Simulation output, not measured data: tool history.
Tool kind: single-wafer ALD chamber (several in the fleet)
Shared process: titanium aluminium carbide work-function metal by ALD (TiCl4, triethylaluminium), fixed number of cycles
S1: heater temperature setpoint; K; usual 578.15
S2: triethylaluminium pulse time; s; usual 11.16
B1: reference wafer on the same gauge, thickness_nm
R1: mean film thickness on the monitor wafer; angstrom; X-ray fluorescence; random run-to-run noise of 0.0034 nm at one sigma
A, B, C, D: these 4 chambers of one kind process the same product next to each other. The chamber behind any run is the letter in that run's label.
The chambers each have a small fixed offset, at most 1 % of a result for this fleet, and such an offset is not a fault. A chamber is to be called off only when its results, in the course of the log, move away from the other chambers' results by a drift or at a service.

run,day,S1,S2,B1,R1
1D,0.304,578.15,11.16,2.0307,20.678
2A,0.608,578.15,11.16,2.0306,20.71
3C,0.921,578.15,11.16,2.0318,20.532
4B,1.471,578.15,11.16,2.0315,20.659
5C,2.004,578.15,11.16,2.0321,20.586
6A,2.288,578.15,11.16,2.0327,20.728
7B,2.742,578.15,11.16,2.0335,20.715
8D,3.129,578.15,11.16,2.0324,20.679
9D,3.471,578.15,11.16,2.0325,20.732
10B,3.975,578.15,11.16,2.0333,20.706
11A,4.371,578.15,11.16,2.0339,20.751
12C,4.8,578.15,11.16,2.0352,20.531
13C,5.046,578.15,11.16,2.0344,20.527
14A,5.504,578.15,8.52,2.0347,20.112
15B,6.033,578.15,8.52,2.0352,20.026
16D,6.312,578.15,8.52,2.0346,20.031
17D,6.808,578.15,8.52,2.0354,20.007
# day 6.992: chamber A: thermocouple changed; heater temperature recalibrated
18A,7.062,578.15,11.16,2.0358,20.73
19C,7.312,578.15,11.16,2.0363,20.562
20B,7.858,578.15,11.16,2.0371,20.742
21B,8.246,568.15,11.16,2.0369,19.877
22C,8.788,568.15,11.16,2.038,19.667
23A,9.175,568.15,11.16,2.0375,19.94
24D,9.508,568.15,11.16,2.0384,19.824
25A,9.8,578.15,9.66,2.0384,20.481
26D,10.3,578.15,9.66,2.0394,20.423
27C,10.542,578.15,9.66,2.0386,20.317
28B,10.8,578.15,9.66,2.0388,20.448
29C,11.342,588.15,8.86,2.0393,20.968
30B,11.879,588.15,8.86,2.0407,21.009
31D,12.4,588.15,8.86,2.041,21.111
32A,12.846,588.15,8.86,2.04,21.113
33A,13.304,578.15,11.16,2.0419,20.796
34D,13.596,578.15,11.16,2.0411,20.723
35C,13.879,578.15,11.16,2.0421,20.657
36B,14.296,578.15,11.16,2.0412,20.77
37D,14.858,578.15,11.16,2.0427,20.77
38B,15.221,578.15,11.16,2.0417,20.773
39C,15.475,578.15,7.81,2.043,19.69
40A,15.892,578.15,7.81,2.0429,19.884
41D,16.421,578.15,7.81,2.0435,19.813

Each of the 4 chambers runs these same settings next. Fill in every chamber's results:
42A,16.825,578.15,11.16,,?
42B,16.825,578.15,11.16,,?
42C,16.825,578.15,11.16,,?
42D,16.825,578.15,11.16,,?

run,R1
42A,20.9
42B,20.81
42C,20.656
42D,20.774

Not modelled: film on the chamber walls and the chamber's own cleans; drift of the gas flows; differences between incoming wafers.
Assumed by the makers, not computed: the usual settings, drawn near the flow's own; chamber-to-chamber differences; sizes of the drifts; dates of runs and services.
